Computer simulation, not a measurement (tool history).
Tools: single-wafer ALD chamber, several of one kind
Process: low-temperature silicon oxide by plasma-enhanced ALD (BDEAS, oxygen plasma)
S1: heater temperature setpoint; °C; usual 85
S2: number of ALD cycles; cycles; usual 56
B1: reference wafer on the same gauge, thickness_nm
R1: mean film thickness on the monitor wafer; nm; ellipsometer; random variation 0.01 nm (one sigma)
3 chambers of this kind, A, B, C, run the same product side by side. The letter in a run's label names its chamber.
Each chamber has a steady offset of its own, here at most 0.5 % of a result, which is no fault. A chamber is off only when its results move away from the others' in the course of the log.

run 1C hour=10.3 | S1=85 S2=56 | B1=9.1225 | R1=8.4300
run 2B hour=16.4 | S1=85 S2=56 | B1=9.1257 | R1=8.4329
run 3A hour=24.0 | S1=85 S2=56 | B1=9.1226 | R1=8.4398
run 4A hour=29.2 | S1=85 S2=56 | B1=9.1246 | R1=8.4327
run 5B hour=39.2 | S1=85 S2=56 | B1=9.1282 | R1=8.4275
run 6C hour=45.1 | S1=85 S2=56 | B1=9.1284 | R1=8.4082
run 7A hour=50.9 | S1=85 S2=56 | B1=9.1324 | R1=8.4348
run 8B hour=56.4 | S1=85 S2=56 | B1=9.1308 | R1=8.4416
run 9C hour=66.3 | S1=85 S2=56 | B1=9.1350 | R1=8.4103
run 10B hour=76.1 | S1=91 S2=56 | B1=9.1369 | R1=8.2611
run 11A hour=84.9 | S1=91 S2=56 | B1=9.1371 | R1=8.2723
run 12C hour=95.2 | S1=91 S2=56 | B1=9.1403 | R1=8.2379
-- hour=100.3 chamber C: thermocouple changed; heater temperature recalibrated
run 13A hour=101.1 | S1=85 S2=56 | B1=9.1416 | R1=8.4555
run 14B hour=107.5 | S1=85 S2=56 | B1=9.1416 | R1=8.4513
run 15C hour=112.8 | S1=75 S2=67 | B1=9.1427 | R1=10.4150
run 16C hour=119.5 | S1=75 S2=67 | B1=9.1457 | R1=10.4180
run 17B hour=125.8 | S1=75 S2=67 | B1=9.1443 | R1=10.4670
run 18A hour=134.7 | S1=85 S2=56 | B1=9.1491 | R1=8.4685
run 19B hour=140.9 | S1=85 S2=56 | B1=9.1466 | R1=8.4396
run 20A hour=151.1 | S1=85 S2=56 | B1=9.1510 | R1=8.4716
run 21C hour=156.2 | S1=85 S2=56 | B1=9.1479 | R1=8.4158
run 22C hour=161.2 | S1=85 S2=56 | B1=9.1528 | R1=8.4452
run 23A hour=166.4 | S1=85 S2=56 | B1=9.1539 | R1=8.4585
run 24B hour=172.1 | S1=85 S2=56 | B1=9.1556 | R1=8.4636
run 25C hour=181.3 | S1=85 S2=56 | B1=9.1542 | R1=8.4390
run 26A hour=189.9 | S1=98 S2=67 | B1=9.1573 | R1=9.7059
run 27B hour=199.8 | S1=98 S2=67 | B1=9.1595 | R1=9.6584
run 28A hour=204.3 | S1=98 S2=67 | B1=9.1593 | R1=9.6828
run 29B hour=209.7 | S1=74 S2=50 | B1=9.1613 | R1=7.8244
run 30C hour=217.6 | S1=74 S2=50 | B1=9.1655 | R1=7.8176
run 31C hour=222.7 | S1=74 S2=50 | B1=9.1641 | R1=7.8098

Is one chamber off against the others, does the gauge drift, or is nothing wrong? If a chamber is off, say which, and what the likeliest cause is.

The gauge drifts, so all chambers seem to drift together. No chamber is off.
Cause: gauge reads high (%) = 0.512.

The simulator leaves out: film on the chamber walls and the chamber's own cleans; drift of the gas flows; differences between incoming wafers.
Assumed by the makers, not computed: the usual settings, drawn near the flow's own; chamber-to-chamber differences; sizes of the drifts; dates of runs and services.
